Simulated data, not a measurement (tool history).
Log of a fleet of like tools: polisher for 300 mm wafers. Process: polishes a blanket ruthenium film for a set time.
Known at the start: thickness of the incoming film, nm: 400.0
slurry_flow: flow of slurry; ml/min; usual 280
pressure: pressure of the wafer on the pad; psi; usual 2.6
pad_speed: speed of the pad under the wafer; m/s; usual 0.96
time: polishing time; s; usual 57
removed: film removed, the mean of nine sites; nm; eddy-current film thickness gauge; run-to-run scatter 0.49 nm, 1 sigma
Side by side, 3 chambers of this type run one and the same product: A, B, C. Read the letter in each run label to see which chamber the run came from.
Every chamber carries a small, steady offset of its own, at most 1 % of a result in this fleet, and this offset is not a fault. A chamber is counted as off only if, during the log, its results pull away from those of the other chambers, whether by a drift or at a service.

run	hour	slurry_flow	pressure	pad_speed	time	removed
1A	7.1	280	2.6	0.96	57	70.542
# hour 9.3: chamber C: worn pad replaced by a new one
2B	13.8	280	2.6	0.96	57	70.708
3C	22.7	280	2.6	0.96	57	71.284
4A	30.0	280	2.6	0.96	57	70.495
5C	41.1	280	2.6	0.96	57	69.780
6B	49.2	280	2.6	0.96	57	68.778
# hour 51.1: chamber C: head pressure recalibrated
7B	58.2	280	2.6	0.96	57	70.494
8A	73.2	280	2.9	1.28	57	105.020
# hour 74.0: chamber A: worn pad replaced by a new one
9C	80.5	280	2.9	1.28	57	104.210
# hour 86.4: chamber C: worn pad replaced by a new one
10C	90.6	280	2.9	1.28	57	105.370
11A	103.7	280	2.6	0.96	57	70.270
# hour 113.9: chamber B: head pressure recalibrated
12B	117.7	230	2.2	0.96	57	57.396
# hour 128.1: chamber B: worn pad replaced by a new one
13C	130.5	230	2.2	0.96	57	58.507
14B	139.0	230	2.2	0.96	57	57.603
15A	149.9	280	2.6	0.96	57	68.414
16C	162.5	230	1.9	0.96	57	50.136
# hour 164.6: chamber C: worn pad replaced by a new one
17B	173.7	230	1.9	0.96	57	49.772
# hour 183.6: chamber A: worn pad replaced by a new one
18A	188.7	230	1.9	0.96	57	49.118
19B	203.1	280	2.6	0.96	57	69.324
20C	217.1	280	2.6	0.96	74	91.453
21A	225.5	280	2.6	0.96	74	88.355
22C	235.3	280	2.6	0.96	74	91.128
23A	249.5	280	2.6	0.96	57	67.125
# hour 251.7: chamber C: worn pad replaced by a new one
24B	263.1	280	2.6	0.96	57	69.186
# hour 276.3: chamber B: worn pad replaced by a new one
25C	276.3	280	2.6	0.96	69	83.867
26B	283.7	280	2.6	0.96	69	85.020
27A	294.9	280	2.6	0.96	69	80.213
# hour 295.4: chamber A: worn pad replaced by a new one
28A	301.7	280	2.6	0.74	57	51.527
29B	313.0	280	2.6	0.74	57	53.423
30C	322.1	280	2.6	0.74	57	53.395
31A	330.5	280	2.6	0.96	57	66.899
# hour 330.6: chamber C: worn pad replaced by a new one
32B	343.6	280	2.6	0.96	57	70.923
33C	353.8	280	2.6	0.96	57	70.963
# hour 362.2: chamber C: slurry nozzle cleaned
34A	365.8	365	2.6	0.96	57	66.954
35C	373.5	365	2.6	0.96	57	71.838
36B	384.5	365	2.6	0.96	57	71.671
37A	391.2	280	2.6	0.96	57	65.672
38B	406.5	280	2.6	0.96	57	69.719
# hour 411.0: chamber C: worn pad replaced by a new one
39C	419.2	280	2.6	0.96	57	70.250

Read the log: is a single chamber off, either drifting away or since a service, is the gauge that measures every chamber drifting, or is nothing wrong beyond small per-chamber offsets? Name any odd chamber and what most likely caused it.

One chamber, A, drifts off from the rest bit by bit.
What lies behind it: head's pressure below its setpoint, % = 7.72.

Which of the 4 candidates below, each the usual settings with something changed and its results left as question marks, puts chamber A back in line with what the other chambers give on the usual settings?
Counts as in line when no further than this from what the other chambers average on the usual settings: removed 1.700 nm
40A-1	430.2	280	2.6	1.04	57	?
40A-2	430.2	280	2.7	1.02	60	?
40A-3	430.2	280	2.4	0.90	57	?
40A-4	430.2	280	2.5	0.92	57	?

Mean of the other chambers on the usual settings: removed 70.391 nm
run	removed
40A-1	70.248
40A-2	75.270
40A-3	56.127
40A-4	59.741
It is 40A-1 that realigns the chamber with its peers.
